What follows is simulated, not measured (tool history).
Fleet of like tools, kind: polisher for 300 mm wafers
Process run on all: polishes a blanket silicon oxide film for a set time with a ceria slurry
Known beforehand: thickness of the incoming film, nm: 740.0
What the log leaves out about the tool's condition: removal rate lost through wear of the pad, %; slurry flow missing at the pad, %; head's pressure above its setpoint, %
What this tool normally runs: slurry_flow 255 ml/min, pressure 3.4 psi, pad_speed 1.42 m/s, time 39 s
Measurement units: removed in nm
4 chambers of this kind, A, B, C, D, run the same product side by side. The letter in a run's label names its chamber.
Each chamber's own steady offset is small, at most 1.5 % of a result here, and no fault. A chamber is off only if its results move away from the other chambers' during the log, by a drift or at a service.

run   hour  slurry_flow  pressure  pad_speed  time  wafers polished on this pad  hours since the slurry nozzle was cleaned  hours since the head pressure was calibrated  removed
      10.7  -- chamber D: worn pad replaced by a new one
 1B   11.0          255       3.4       1.42    39                          625                                      206.0                                         650.6   275.54
      19.3  -- chamber B: worn pad replaced by a new one
      21.2  -- chamber C: worn pad replaced by a new one
 2C   21.3          255       3.4       1.42    39                            1                                      397.3                                        1239.7   277.65
 3D   31.1          255       3.4       1.42    39                          192                                      342.5                                          40.1   280.89
 4A   39.9          255       3.4       1.42    39                          676                                      445.0                                         435.1   272.98
 5A   52.0          255       3.4       1.42    39                          790                                      457.1                                         447.2   271.05
 6B   58.9          255       3.8       1.42    33                          373                                      253.9                                         698.5   261.47
      59.9  -- chamber C: slurry nozzle cleaned
 7D   71.5          255       3.8       1.42    33                          572                                      382.9                                          80.5   264.83
 8C   81.2          255       3.8       1.42    33                          565                                       21.3                                        1299.6   260.47
      85.0  -- chamber D: worn pad replaced by a new one
 9B   87.8          255       3.8       1.42    33                          645                                      282.8                                         727.4   257.13
      88.0  -- chamber B: worn pad replaced by a new one
10C   97.0          255       3.4       1.42    39                          714                                       37.1                                        1315.4   278.44
11A  103.5          255       3.4       1.42    39                         1275                                      508.6                                         498.7   271.80
12D  115.9          255       3.4       1.42    39                          291                                      427.3                                         124.9   276.34
13A  126.4          255       3.4       1.42    39                         1490                                      531.5                                         521.6   272.91
14D  138.6          255       3.4       1.42    39                          504                                      450.0                                         147.6   275.77
     140.1  -- chamber A: worn pad replaced by a new one
     144.2  -- chamber D: worn pad replaced by a new one
15B  145.2          255       3.4       1.42    39                          539                                      340.2                                         784.8   277.96
     147.4  -- chamber B: worn pad replaced by a new one
     151.4  -- chamber A: slurry nozzle cleaned
16C  155.5          255       3.4       1.42    39                         1264                                       95.6                                        1373.9   278.31
17D  166.8          255       3.4       1.24    52                          212                                      478.2                                         175.8   315.67
     168.5  -- chamber A: head pressure recalibrated
18C  177.3          255       3.4       1.24    52                         1469                                      117.4                                        1395.7   321.95
     180.7  -- chamber C: worn pad replaced by a new one
19A  186.1          255       3.4       1.24    52                          433                                       34.8                                          17.6   319.14
20B  194.0          255       3.4       1.24    52                          439                                      389.0                                         833.6   322.59
21C  204.5          255       3.4       1.42    39                          224                                      144.6                                        1422.9   280.89
     205.4  -- chamber D: worn pad replaced by a new one
22A  211.8          255       3.4       1.42    39                          675                                       60.5                                          43.3   275.01
     212.9  -- chamber B: worn pad replaced by a new one
23B  224.5          255       3.4       1.42    32                          109                                      419.5                                         864.1   229.11
24D  235.8          255       3.4       1.42    32                          286                                      547.2                                         244.8   226.83
25D  244.8          255       3.4       1.42    32                          371                                      556.2                                         253.8   226.60
26A  251.3          255       3.4       1.42    32                         1047                                      100.0                                          82.8   228.19
27C  260.3          255       3.4       1.42    39                          749                                      200.4                                        1478.7   271.42
     267.0  -- chamber B: head pressure recalibrated
28B  269.1          255       2.4       1.82    39                          529                                      464.1                                           2.1   249.54
29A  275.2          255       2.4       1.82    39                         1272                                      123.9                                         106.7   249.92
     282.1  -- chamber D: worn pad replaced by a new one
30D  287.4          255       2.4       1.82    39                           49                                      598.8                                         296.4   249.60
     289.2  -- chamber B: worn pad replaced by a new one
     294.8  -- chamber A: worn pad replaced by a new one
31C  295.6          255       2.4       1.82    39                         1081                                      235.7                                        1514.0   252.99
32B  306.8          255       3.4       1.42    39                          165                                      501.8                                          39.8   274.48
33A  314.1          255       3.4       1.42    39                          182                                      162.8                                         145.6   271.59

For the next run the whole fleet of 4 chambers uses the same settings. Give each chamber's results:
34A  323.2          255       3.4       1.42    39                                                                                                                              ?
34B  323.2          255       3.4       1.42    39                                                                                                                              ?
34C  323.2          255       3.4       1.42    39                                                                                                                              ?
34D  323.2          255       3.4       1.42    39                                                                                                                              ?

run  removed
34A   272.72
34B   276.80
34C   277.91
34D   281.08

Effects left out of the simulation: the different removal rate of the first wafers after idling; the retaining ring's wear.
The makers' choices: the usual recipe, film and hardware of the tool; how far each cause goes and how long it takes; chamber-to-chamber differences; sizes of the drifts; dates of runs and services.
